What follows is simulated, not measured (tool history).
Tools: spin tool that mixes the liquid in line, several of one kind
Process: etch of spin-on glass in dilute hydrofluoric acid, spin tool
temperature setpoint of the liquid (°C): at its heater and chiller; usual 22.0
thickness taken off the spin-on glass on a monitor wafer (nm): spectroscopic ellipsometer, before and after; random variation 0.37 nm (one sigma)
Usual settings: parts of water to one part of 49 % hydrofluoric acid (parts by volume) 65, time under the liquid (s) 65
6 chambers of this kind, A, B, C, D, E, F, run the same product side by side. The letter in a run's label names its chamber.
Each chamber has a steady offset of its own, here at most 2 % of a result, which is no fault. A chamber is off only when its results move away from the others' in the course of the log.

run	hour	temperature setpoint of the liquid (°C)	parts of water to one part of 49 % hydrofluoric acid (parts by volume)	time under the liquid (s)	hours since the thermometer was replaced	hours since the hydrofluoric acid flow meter was replaced	read-back film thickness of the spin-on glass reference wafer, read on the same gauge (nm)	thickness taken off the spin-on glass on a monitor wafer (nm)
1D	11.8	22.0	65	65	294.0	253.8	100.000	43.471
2C	24.7	22.0	65	65	2408.1	384.9	99.977	44.859
3A	33.5	22.0	65	65	414.6	152.4	100.010	43.815
# hour 38.5: chamber B: hydrofluoric acid flow meter replaced
# hour 41.4: chamber C: thermometer replaced
4F	44.0	22.0	65	65	360.2	1149.3	100.020	44.388
5E	50.3	22.0	65	65	2304.4	1995.4	100.030	43.283
6B	63.6	22.0	65	65	706.6	25.2	99.981	44.669
7E	73.0	22.0	65	105	2327.1	2018.1	100.000	70.034
8C	82.5	22.0	65	105	41.1	442.7	100.040	71.679
9D	95.3	22.0	65	105	377.5	337.3	100.000	71.867
10B	106.4	22.0	65	105	749.4	68.0	100.010	72.789
11A	118.7	22.0	65	105	499.8	237.6	99.992	72.482
12F	126.5	22.0	65	105	442.7	1231.8	100.040	71.057
13F	138.4	22.0	65	65	454.6	1243.7	99.998	44.836
14A	150.4	22.0	65	65	531.5	269.3	99.985	44.528
15E	159.2	19.5	65	65	2413.3	2104.3	100.010	38.957
16C	173.3	19.5	65	65	131.9	533.5	100.010	39.683
17D	184.8	19.5	65	65	467.0	426.8	99.981	40.771
18B	196.9	19.5	65	65	839.9	158.5	100.000	40.214
19D	205.2	19.5	65	65	487.4	447.2	99.977	41.158
20C	214.8	19.5	65	65	173.4	575.0	100.020	38.968
21F	223.7	22.0	65	65	539.9	1329.0	99.996	43.683
22B	232.1	22.0	65	65	875.1	193.7	100.000	44.851
23E	240.7	22.0	65	65	2494.8	2185.8	100.000	43.651
24A	252.8	22.0	65	65	633.9	371.7	99.999	43.988
25B	261.2	22.0	65	65	904.2	222.8	99.989	43.833
26F	267.9	22.0	65	65	584.1	1373.2	100.030	44.651
27C	277.6	22.0	90	65	236.2	637.8	99.982	30.918
28D	290.9	22.0	90	65	573.1	532.9	100.010	32.319
# hour 301.6: chamber E: hydrofluoric acid flow meter replaced
29A	303.5	22.0	90	65	684.6	422.4	100.010	30.907
30E	312.6	22.0	90	65	2566.7	11.0	100.020	30.087
31A	325.7	22.0	90	65	706.8	444.6	100.000	30.366
32B	333.4	22.0	90	65	976.4	295.0	99.986	31.109
33E	345.5	22.0	65	65	2599.6	43.9	99.995	43.132
34D	355.6	22.0	65	65	637.8	597.6	100.000	46.902
35C	369.1	22.0	65	65	327.7	729.3	100.020	44.299
36F	381.6	22.0	65	65	697.8	1486.9	99.998	44.314
37A	388.1	22.0	65	65	769.2	507.0	99.994	43.661
38D	400.5	22.0	65	65	682.7	642.5	100.000	47.901
39B	414.3	22.0	75	100	1057.3	375.9	99.986	59.510

Is one chamber off against the others, does the gauge drift, or is nothing wrong? If a chamber is off, say which, and what the likeliest cause is.

Chamber D drifts away from the others.
Cause: hydrofluoric acid flow above the setpoint (%) = 7.99.
The log may not tell that from: liquid hotter than its thermometer reads (K).

Here are 4 candidates for chamber D's next run, each the usual settings with a change, their results left as question marks. Which one brings its results back in line with what the others give on the usual settings?
In line means no further than this from the other chambers' mean on the usual settings: thickness taken off the spin-on glass on a monitor wafer (nm) 1.300
40D-1	424.6	22.5	65	65				?
40D-2	424.6	20.0	65	65				?
40D-3	424.6	21.5	65	65				?
40D-4	424.6	22.0	65	70				?

The other chambers' mean on the usual settings: thickness taken off the spin-on glass on a monitor wafer (nm) 44.119
run	thickness taken off the spin-on glass on a monitor wafer (nm)
40D-1	48.645
40D-2	43.827
40D-3	46.670
40D-4	51.315
40D-2 brings the chamber back in line.
